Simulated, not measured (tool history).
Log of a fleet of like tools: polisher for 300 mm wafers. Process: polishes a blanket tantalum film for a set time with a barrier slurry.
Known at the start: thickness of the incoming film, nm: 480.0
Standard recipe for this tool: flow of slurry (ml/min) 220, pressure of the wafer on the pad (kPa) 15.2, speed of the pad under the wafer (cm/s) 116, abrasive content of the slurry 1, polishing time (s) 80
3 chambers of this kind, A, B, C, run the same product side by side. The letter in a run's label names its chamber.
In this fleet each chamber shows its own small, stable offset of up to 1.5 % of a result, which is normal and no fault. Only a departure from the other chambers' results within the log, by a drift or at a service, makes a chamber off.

run     day  flow of slurry (ml/min)  pressure of the wafer on the pad (kPa)  speed of the pad under the wafer (cm/s)  abrasive content of the slurry  polishing time (s)  wafers polished on this pad  hours since the slurry nozzle was cleaned  hours since the head pressure was calibrated  hours since the slurry blender was calibrated  film removed (Å)
      0.421  -- chamber B: worn pad replaced by a new one
 1A   0.625                      220                                    15.2                                      116                               1                  80                         1105                                      287.3                                          80.4                                          287.5              1913
 2B   1.029                      220                                    15.2                                      116                               1                  80                          129                                      461.6                                         176.3                                          125.8            1894.1
      1.092  -- chamber C: slurry blender recalibrated
 3C   1.642                      220                                    15.2                                      116                               1                  80                         1012                                      293.1                                          43.5                                           13.2            1929.3
 4A   1.971                      220                                    15.2                                      116                               1                  80                         1389                                      319.6                                         112.7                                          319.8            1922.5
 5B   2.433                      220                                    15.2                                      116                               1                  80                          425                                      495.3                                           210                                          159.5            1902.5
      2.438  -- chamber C: worn pad replaced by a new one
      2.679  -- chamber A: worn pad replaced by a new one
 6C   2.792                      220                                    15.2                                       78                               1                  80                           74                                      320.7                                          71.1                                           40.8            1305.4
 7B   3.125                      220                                    15.2                                       78                               1                  80                          571                                      511.9                                         226.6                                          176.1            1281.1
      3.162  -- chamber B: slurry nozzle cleaned
 8A   3.542                      220                                    15.2                                       78                               1                  80                          182                                      357.3                                         150.4                                          357.5            1292.2
 9C   4.121                      220                                    15.2                                      116                               1                  80                          355                                      352.6                                           103                                           72.7            1934.4
10A   4.617                      220                                    15.2                                      116                               1                  80                          409                                      383.1                                         176.2                                          383.3            1942.8
11C   5.171                      220                                    15.2                                      116                               1                  80                          577                                      377.8                                         128.2                                           97.9            1922.2
      5.533  -- chamber B: worn pad replaced by a new one
12B   5.567                      220                                    15.2                                      116                               1                  80                            7                                       57.7                                         285.2                                          234.7            1877.9
      5.854  -- chamber A: slurry nozzle cleaned
13A   5.854                      220                                    15.2                                      116                               1                  80                          671                                          0                                         205.9                                            413            1913.2
      6.221  -- chamber C: slurry blender recalibrated
14B   6.392                      220                                    15.2                                      116                               1                  80                          182                                       77.5                                           305                                          254.5            1877.6
15C   6.817                      220                                    15.2                                      116                               1                  80                          924                                      417.3                                         167.7                                           14.3            1941.7
      7.092  -- chamber C: worn pad replaced by a new one
16B   7.117                      220                                    15.2                                      116                               1                  80                          335                                       94.9                                         322.4                                          271.9            1851.3
17C   7.475                      220                                    15.2                                      116                               1                  80                           81                                      433.1                                         183.5                                           30.1            1934.5
      7.979  -- chamber A: slurry blender recalibrated
18A   8.104                      220                                    15.2                                      116                               1                  80                         1146                                         54                                         259.9                                              3            1903.7
19C   8.471                      220                                    15.2                                      116                               1                  80                          291                                        457                                         207.4                                             54            1924.6
20A   8.829                      220                                    15.2                                      116                               1                  80                         1299                                       71.4                                         277.3                                           20.4              1938
      9.442  -- chamber C: slurry nozzle cleaned
21B   9.446                      220                                    15.2                                      116                               1                  80                          826                                      150.8                                         378.3                                          327.8            1833.3
      9.896  -- chamber A: worn pad replaced by a new one
22A      10                      220                                    15.2                                      116                               1                  80                           22                                       99.5                                         305.4                                           48.5            1945.3
     10.262  -- chamber B: worn pad replaced by a new one
23C  10.279                      220                                    15.2                                      116                               1                  80                          673                                       20.2                                         250.8                                           97.4            1910.9
24B  10.767                      220                                    15.2                                      116                               1                  80                          106                                      182.5                                           410                                          359.5            1798.3

Next, all 3 chambers run the settings below, one line each with question marks for the results. What does each chamber give?
25A  11.217                      220                                    15.2                                      116                               1                  80                                                                                                                                                                                      ?
25B  11.217                      220                                    15.2                                      116                               1                  80                                                                                                                                                                                      ?
25C  11.217                      220                                    15.2                                      116                               1                  80                                                                                                                                                                                      ?

run  film removed (Å)
25A            1920.1
25B            1829.5
25C            1923.3
